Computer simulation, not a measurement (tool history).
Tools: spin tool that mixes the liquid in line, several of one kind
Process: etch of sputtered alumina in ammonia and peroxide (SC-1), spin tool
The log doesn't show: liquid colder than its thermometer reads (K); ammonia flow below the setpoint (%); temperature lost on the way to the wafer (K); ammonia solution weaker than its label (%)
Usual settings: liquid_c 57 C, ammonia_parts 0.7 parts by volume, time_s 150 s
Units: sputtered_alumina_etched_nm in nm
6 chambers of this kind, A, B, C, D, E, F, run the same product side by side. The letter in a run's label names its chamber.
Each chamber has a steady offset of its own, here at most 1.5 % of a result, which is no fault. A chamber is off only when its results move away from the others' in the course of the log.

run	day	liquid_c	ammonia_parts	time_s	hours since the thermometer was replaced	hours since the ammonia flow meter was replaced	hours since the heated supply line was repaired	hours since the drum of ammonia solution was connected	read-back film thickness of the sputtered alumina reference wafer, read on the same gauge (nm)	sputtered_alumina_etched_nm
1D	0.425	57	0.7	150	493.6	119.2	2668.8	903.6	39.996	16.853
2C	0.758	57	0.7	150	2631	1186.2	2589.4	577.2	39.99	17.21
# day 0.825: chamber B: new drum of ammonia solution connected
3A	1.046	57	0.7	150	487.2	262.8	826.6	609.4	39.999	17.43
4B	1.354	57	0.7	150	732.4	510.9	1021.4	12.7	40.001	17.234
5E	1.883	57	0.7	150	1273.3	346.7	352.1	112.7	40.006	17.054
6F	2.296	57	0.7	215	381.3	375.9	2035.7	121.7	40.004	24.762
# day 2.746: chamber E: thermometer replaced
7E	2.779	57	0.7	215	0.8	368.2	373.6	134.2	40.005	24.683
# day 3.188: chamber D: heated supply line repaired
8C	3.279	57	0.7	215	2691.5	1246.7	2649.9	637.7	39.996	24.918
9D	3.733	57	0.7	215	573	198.6	13.2	983	40.02	24.104
10A	4.279	57	0.7	215	564.8	340.4	904.2	687	39.985	24.954
11B	4.85	57	0.7	215	816.3	594.8	1105.3	96.6	40.02	24.446
12F	5.292	57	0.7	150	453.2	447.8	2107.6	193.6	39.997	17.337
13C	5.604	57	0.7	150	2747.3	1302.5	2705.7	693.5	40.006	17.087
# day 5.708: chamber E: new drum of ammonia solution connected
# day 5.75: chamber D: new drum of ammonia solution connected
14A	6.212	65	0.9	150	611.2	386.8	950.6	733.4	40.008	26.265
15F	6.521	65	0.9	150	482.7	477.3	2137.1	223.1	40	26.971
# day 6.529: chamber D: thermometer replaced
16D	7.096	65	0.9	150	13.7	279.3	93.9	32.3	40.009	26.745
# day 7.312: chamber A: new drum of ammonia solution connected
17E	7.712	65	0.9	150	119.2	486.6	492	48.1	39.98	26.29
18B	8.008	65	0.9	150	892.1	670.6	1181.1	172.4	40.003	26.203
19D	8.379	65	0.9	150	44.5	310.1	124.7	63.1	39.967	25.801
# day 8.692: chamber C: thermometer replaced
20C	8.946	57	0.7	150	6.2	1382.7	2785.9	773.7	39.98	16.987
21F	9.488	57	0.7	150	553.9	548.5	2208.3	294.3	39.985	16.956
22E	9.875	57	0.7	150	171.1	538.5	543.9	100	40.007	17.204
23A	10.321	57	0.7	150	709.8	485.4	1049.2	72.2	40.008	17.306
24B	10.792	57	0.7	150	958.9	737.4	1247.9	239.2	40.003	17.098
25F	11.146	57	0.7	150	593.7	588.3	2248.1	334.1	39.996	17.58
26C	11.696	57	0.7	150	72.2	1448.7	2851.9	839.7	40.001	17.139
27A	12.033	57	0.7	150	750.9	526.5	1090.3	113.3	39.985	17.031
# day 12.158: chamber E: heated supply line repaired
28E	12.492	57	0.7	210	233.9	601.3	8.1	162.8	40.004	23.589
# day 12.621: chamber C: heated supply line repaired
29D	12.992	57	0.7	210	155.2	420.8	235.4	173.8	40.017	24.158
# day 13.121: chamber C: new drum of ammonia solution connected
# day 13.246: chamber E: new drum of ammonia solution connected
30B	13.504	57	0.7	210	1024	802.5	1313	304.3	39.988	24.284
31D	13.912	57	0.7	210	177.3	442.9	257.5	195.9	39.982	24.077
32C	14.242	57	0.7	210	133.3	1509.8	39	27	39.975	24.15
33A	14.788	57	0.7	210	817	592.6	1156.4	179.4	39.97	23.981
34E	15.104	57	0.7	150	296.6	664	70.8	44.6	39.987	17.386
35B	15.442	57	0.7	150	1070.5	849	1359.5	350.8	40.019	17.144
36F	16.025	57	0.85	180	710.8	705.4	2365.2	451.2	40.028	20.757
37D	16.296	57	0.85	180	234.5	500.1	314.7	253.1	39.992	20.748
38E	16.888	57	0.85	180	339.4	706.8	113.6	87.4	40.014	20.527
39A	17.3	57	0.85	180	877.3	652.9	1216.7	239.7	40.008	20.815

Next, every chamber runs the same settings. What will each give?
40A	17.738	57	0.7	150						?
40B	17.738	57	0.7	150						?
40C	17.738	57	0.7	150						?
40D	17.738	57	0.7	150						?
40E	17.738	57	0.7	150						?
40F	17.738	57	0.7	150						?

run	sputtered_alumina_etched_nm
40A	17.332
40B	17.51
40C	16.972
40D	17.028
40E	16.978
40F	17.444

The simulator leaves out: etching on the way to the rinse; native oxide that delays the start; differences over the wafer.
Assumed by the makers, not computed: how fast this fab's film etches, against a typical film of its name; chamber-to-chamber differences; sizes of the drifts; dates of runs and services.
